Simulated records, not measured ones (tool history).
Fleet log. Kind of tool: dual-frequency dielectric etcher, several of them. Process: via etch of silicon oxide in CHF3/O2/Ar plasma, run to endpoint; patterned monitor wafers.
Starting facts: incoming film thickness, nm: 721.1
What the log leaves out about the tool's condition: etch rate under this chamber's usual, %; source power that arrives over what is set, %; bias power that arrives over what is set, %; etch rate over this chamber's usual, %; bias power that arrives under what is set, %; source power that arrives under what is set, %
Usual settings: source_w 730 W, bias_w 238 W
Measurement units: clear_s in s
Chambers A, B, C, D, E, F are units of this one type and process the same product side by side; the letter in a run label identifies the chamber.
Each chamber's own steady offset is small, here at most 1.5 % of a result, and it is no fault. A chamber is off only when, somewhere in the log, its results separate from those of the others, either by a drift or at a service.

run   hour  source_w  bias_w  hours since the last wet clean  hours since the last source power generator calibration  hours since the last bias power generator calibration  clear_s
 1C   12.2       730     238                             171                                                   3052.8                                                 1334.4   309.97
 2F   21.6       730     238                           371.7                                                   2258.5                                                  803.3   309.41
 3A   32.9       730     238                           463.7                                                   1352.7                                                    458   310.61
      34.3  -- chamber A: wet clean of the chamber
 4B   39.1       730     238                           452.2                                                    770.1                                                 2687.7   307.79
 5D   52.2       730     238                           378.1                                                      248                                                  718.5   309.62
 6E   61.1       730     238                             421                                                      172                                                 1463.4   305.17
 7B   72.5       730     238                           485.6                                                    803.5                                                 2721.1   305.77
 8E   78.7       730     238                           438.6                                                    189.6                                                   1481   305.17
        81  -- chamber D: wet clean of the chamber
 9C   90.5       730     238                           249.3                                                   3131.1                                                 1412.7   310.51
10F  103.4       730     238                           453.5                                                   2340.3                                                  885.1   310.57
11A  109.9       730     238                            75.6                                                   1429.7                                                    535   310.45
     110.8  -- chamber C: source power generator calibrated
12D  119.5       730     238                            38.6                                                    315.3                                                  785.8   309.23
13F    128       730     238                           478.1                                                   2364.9                                                  909.7   311.58
14C  140.9       880     267                           299.7                                                     30.1                                                 1463.1   278.11
15A    148       880     267                           113.7                                                   1467.8                                                  573.1    278.7
16D  155.1       880     267                            74.2                                                    350.9                                                  821.4   279.09
     155.8  -- chamber E: wet clean of the chamber
17E  161.7       880     267                               6                                                    272.6                                                   1564   273.87
18B  171.1       880     267                           584.2                                                    902.1                                                 2819.7   276.95
19E  182.8       880     267                            27.1                                                    293.7                                                 1585.1   276.24
20A  191.7       730     238                           157.4                                                   1511.5                                                  616.8   311.28
21C    205       730     238                           363.8                                                     94.2                                                 1527.2   311.01
     206.5  -- chamber B: wet clean of the chamber
22F  213.9       730     190                             564                                                   2450.8                                                  995.6   340.82
23B  221.3       730     190                            14.8                                                    952.3                                                 2869.9   329.82
24D    232       730     190                           151.1                                                    427.8                                                  898.3   334.15
25F  238.3       730     190                           588.4                                                   2475.2                                                   1020   339.31
26B  248.7       730     190                            42.2                                                    979.7                                                 2897.3   329.98
27D  255.2       730     190                           174.3                                                      451                                                  921.5    337.3
28C  264.2       730     238                             423                                                    153.4                                                 1586.4   309.72
29A    278       730     238                           243.7                                                   1597.8                                                  703.1   308.84
30E  285.6       730     238                           129.9                                                    396.5                                                 1687.9   305.46
31C  296.3       730     238                           455.1                                                    185.5                                                 1618.5   308.75
32F  305.7       840     279                           655.8                                                   2542.6                                                 1087.4    284.7
33E  313.5       840     279                           157.8                                                    424.4                                                 1715.8   272.46
34B  319.9       840     279                           113.4                                                   1050.9                                                 2968.5    276.5
35A  329.5       840     279                           295.2                                                   1649.3                                                  754.6    279.1
36D  343.2       840     279                           262.3                                                      539                                                 1009.5   278.15
37D  351.1       840     279                           270.2                                                    546.9                                                 1017.4   275.47
38E  364.6       650     238                           208.9                                                    475.5                                                 1766.9   318.56
39F  372.9       650     238                             723                                                   2609.8                                                 1154.6   336.92
     380.4  -- chamber B: bias power generator calibrated
40B  382.7       650     238                           176.2                                                   1113.7                                                    2.3   324.12

Each of the 6 chambers runs these same settings next. Fill in every chamber's results:
41A  392.6       730     238                                                                                                                                                        ?
41B  392.6       730     238                                                                                                                                                        ?
41C  392.6       730     238                                                                                                                                                        ?
41D  392.6       730     238                                                                                                                                                        ?
41E  392.6       730     238                                                                                                                                                        ?
41F  392.6       730     238                                                                                                                                                        ?

run  clear_s
41A   313.54
41B   306.17
41C   311.46
41D   311.33
41E    307.4
41F   321.55

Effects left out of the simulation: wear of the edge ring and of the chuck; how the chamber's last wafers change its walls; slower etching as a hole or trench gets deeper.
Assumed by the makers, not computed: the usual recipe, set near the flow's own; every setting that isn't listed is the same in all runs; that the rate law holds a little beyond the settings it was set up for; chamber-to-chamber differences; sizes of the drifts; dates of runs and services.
